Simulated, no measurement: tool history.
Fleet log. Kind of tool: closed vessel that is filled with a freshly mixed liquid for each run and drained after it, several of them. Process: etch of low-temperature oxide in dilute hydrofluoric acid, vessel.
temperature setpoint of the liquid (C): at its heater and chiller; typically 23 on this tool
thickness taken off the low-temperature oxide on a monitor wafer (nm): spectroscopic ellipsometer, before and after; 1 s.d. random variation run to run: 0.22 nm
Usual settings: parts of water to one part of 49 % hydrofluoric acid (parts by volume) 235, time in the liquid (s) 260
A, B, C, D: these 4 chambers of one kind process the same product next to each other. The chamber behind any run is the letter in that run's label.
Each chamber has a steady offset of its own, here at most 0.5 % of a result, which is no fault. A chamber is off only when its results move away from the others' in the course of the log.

run	day	temperature setpoint of the liquid (C)	parts of water to one part of 49 % hydrofluoric acid (parts by volume)	time in the liquid (s)	read-back film thickness of the low-temperature oxide reference wafer, read on the same gauge (nm)	thickness taken off the low-temperature oxide on a monitor wafer (nm)
1B	0.317	23	235	260	140.01	25.407
2A	0.654	23	235	260	140	25.409
3D	0.979	23	235	260	140	25.951
4C	1.317	23	235	260	139.99	25.767
5D	1.579	23	235	260	139.98	25.61
6A	1.892	23	235	260	140.02	25.642
7C	2.146	23	235	260	139.99	25.605
8B	2.458	23	235	260	140	25.783
9D	2.742	23	235	260	140.02	25.601
10A	3.004	23	235	260	139.98	25.844
11B	3.354	23	235	260	140	25.813
12C	3.6	23	235	260	140.02	25.656
13A	3.829	23	235	260	140.03	25.65
14D	4.025	23	235	260	139.98	25.228
15B	4.254	23	235	260	140	25.894
16C	4.55	23	235	260	140.01	25.646
# day 4.829: chamber A: hydrofluoric acid flow meter replaced
17A	4.862	23	235	260	140	25.934
18C	5.154	23	235	260	139.99	25.637
19D	5.388	23	235	260	140	24.296
20B	5.708	23	235	260	140.01	25.907
21D	5.975	23	235	260	140	24.41
22A	6.296	23	235	260	139.99	25.816
23C	6.5	23	235	260	140	25.572
24B	6.708	23	235	260	139.99	25.973
25D	6.904	23	235	260	139.98	23.798
26A	7.221	23	235	260	139.99	25.983
27C	7.492	23	235	260	140.01	25.9

Predict what each chamber gives when all 4 of them run the settings below next.
28A	7.75	23	235	260		?
28B	7.75	23	235	260		?
28C	7.75	23	235	260		?
28D	7.75	23	235	260		?

run	thickness taken off the low-temperature oxide on a monitor wafer (nm)
28A	26.146
28B	25.624
28C	25.115
28D	23.673
